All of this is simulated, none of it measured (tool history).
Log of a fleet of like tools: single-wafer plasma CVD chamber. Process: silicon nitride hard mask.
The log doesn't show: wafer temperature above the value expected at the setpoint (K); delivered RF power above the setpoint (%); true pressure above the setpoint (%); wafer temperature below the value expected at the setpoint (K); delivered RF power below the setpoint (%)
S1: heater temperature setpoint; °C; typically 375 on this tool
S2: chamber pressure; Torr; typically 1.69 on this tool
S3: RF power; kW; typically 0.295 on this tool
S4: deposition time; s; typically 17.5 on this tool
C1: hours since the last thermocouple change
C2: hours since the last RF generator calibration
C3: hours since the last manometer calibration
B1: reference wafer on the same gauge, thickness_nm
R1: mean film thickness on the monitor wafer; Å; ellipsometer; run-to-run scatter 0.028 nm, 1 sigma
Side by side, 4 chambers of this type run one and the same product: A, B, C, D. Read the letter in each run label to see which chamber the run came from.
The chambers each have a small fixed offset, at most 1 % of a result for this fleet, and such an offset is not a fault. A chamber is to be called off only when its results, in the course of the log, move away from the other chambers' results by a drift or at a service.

run,day,S1,S2,S3,S4,C1,C2,C3,B1,R1
1B,0.175,375,1.69,0.295,17.5,878.1,470.5,138.4,23.896,205.45
2A,0.292,375,1.69,0.295,17.5,1083.8,1148.9,1444.7,23.898,204.61
3C,0.400,375,1.69,0.295,17.5,1261.2,1476.9,2126.7,23.901,204.25
4D,0.521,375,1.69,0.295,17.5,765.6,1416.6,954.0,23.883,203.52
5B,0.721,375,1.44,0.295,15.0,891.2,483.6,151.5,23.883,168.47
6D,0.904,375,1.44,0.295,15.0,774.8,1425.8,963.2,23.888,166.67
7C,1.088,375,1.44,0.295,15.0,1277.7,1493.4,2143.2,23.878,167.36
8A,1.200,375,1.44,0.295,15.0,1105.6,1170.7,1466.5,23.875,167.46
9C,1.354,375,1.69,0.295,17.5,1284.1,1499.8,2149.6,23.873,203.68
10B,1.454,375,1.69,0.295,17.5,908.8,501.2,169.1,23.869,204.88
11A,1.579,375,1.33,0.295,17.5,1114.7,1179.8,1475.6,23.870,190.90
12D,1.692,375,1.33,0.295,17.5,793.7,1444.7,982.1,23.863,189.99
13A,1.879,375,1.33,0.295,17.5,1121.9,1187.0,1482.8,23.865,190.97
14C,2.079,375,1.33,0.295,17.5,1301.5,1517.2,2167.0,23.857,190.39
15B,2.254,375,1.69,0.295,17.5,928.0,520.4,188.3,23.852,205.28
16D,2.396,375,1.69,0.295,17.5,810.6,1461.6,999.0,23.852,202.97
17C,2.508,375,1.69,0.295,17.5,1311.8,1527.5,2177.3,23.854,203.91
18A,2.650,375,1.69,0.295,17.5,1140.4,1205.5,1501.3,23.854,203.99
19B,2.762,375,1.69,0.295,17.5,940.2,532.6,200.5,23.853,204.84
# day 2.904: chamber A: RF generator calibrated
20D,2.904,375,1.69,0.295,17.5,822.8,1473.8,1011.2,23.846,203.52
21D,3.079,375,1.69,0.295,17.5,827.0,1478.0,1015.4,23.837,203.32
22A,3.204,375,1.69,0.295,17.5,1153.7,7.2,1514.6,23.827,203.74
23C,3.383,387,1.69,0.295,17.5,1332.8,1548.5,2198.3,23.844,203.10
24B,3.500,387,1.69,0.295,17.5,957.9,550.3,218.2,23.830,203.91
25A,3.596,387,1.69,0.295,17.5,1163.1,16.6,1524.0,23.822,203.23
26C,3.796,387,1.69,0.295,17.5,1342.7,1558.4,2208.2,23.830,203.27
27D,3.929,375,1.69,0.295,17.5,847.4,1498.4,1035.8,23.830,203.49
28B,4.033,375,1.69,0.295,17.5,970.7,563.1,231.0,23.821,205.19
29C,4.138,375,1.69,0.295,17.5,1350.9,1566.6,2216.4,23.814,203.39
30B,4.329,370,1.69,0.345,17.5,977.8,570.2,238.1,23.812,227.57
31D,4.442,370,1.69,0.345,17.5,859.7,1510.7,1048.1,23.818,225.49
32A,4.650,370,1.69,0.345,17.5,1188.4,41.9,1549.3,23.817,226.28
33D,4.875,370,1.69,0.345,17.5,870.1,1521.1,1058.5,23.813,225.70
34A,5.067,375,1.69,0.295,17.5,1198.4,51.9,1559.3,23.801,204.06
35C,5.242,375,1.69,0.295,17.5,1377.4,1593.1,2242.9,23.810,203.26
36B,5.404,375,1.69,0.295,17.5,1003.6,596.0,263.9,23.808,204.60
37D,5.588,375,1.69,0.295,17.5,887.2,1538.2,1075.6,23.798,203.24
38B,5.742,375,1.69,0.295,17.5,1011.7,604.1,272.0,23.798,204.70
39C,5.921,375,1.69,0.295,17.5,1393.7,1609.4,2259.2,23.793,203.72
40A,6.108,375,1.97,0.295,17.5,1223.4,76.9,1584.3,23.784,212.84
41D,6.333,375,1.97,0.295,17.5,905.1,1556.1,1093.5,23.775,211.47
42C,6.517,375,1.97,0.295,17.5,1408.0,1623.7,2273.5,23.778,212.27
43A,6.704,375,1.97,0.295,17.5,1237.7,91.2,1598.6,23.778,212.36
44B,6.854,375,1.69,0.350,17.5,1038.4,630.8,298.7,23.767,228.53

Predict what each chamber gives when all 4 of them run the settings below next.
45A,7.017,375,1.69,0.295,17.5,,,,,?
45B,7.017,375,1.69,0.295,17.5,,,,,?
45C,7.017,375,1.69,0.295,17.5,,,,,?
45D,7.017,375,1.69,0.295,17.5,,,,,?

run,R1
45A,203.87
45B,204.09
45C,202.93
45D,202.93
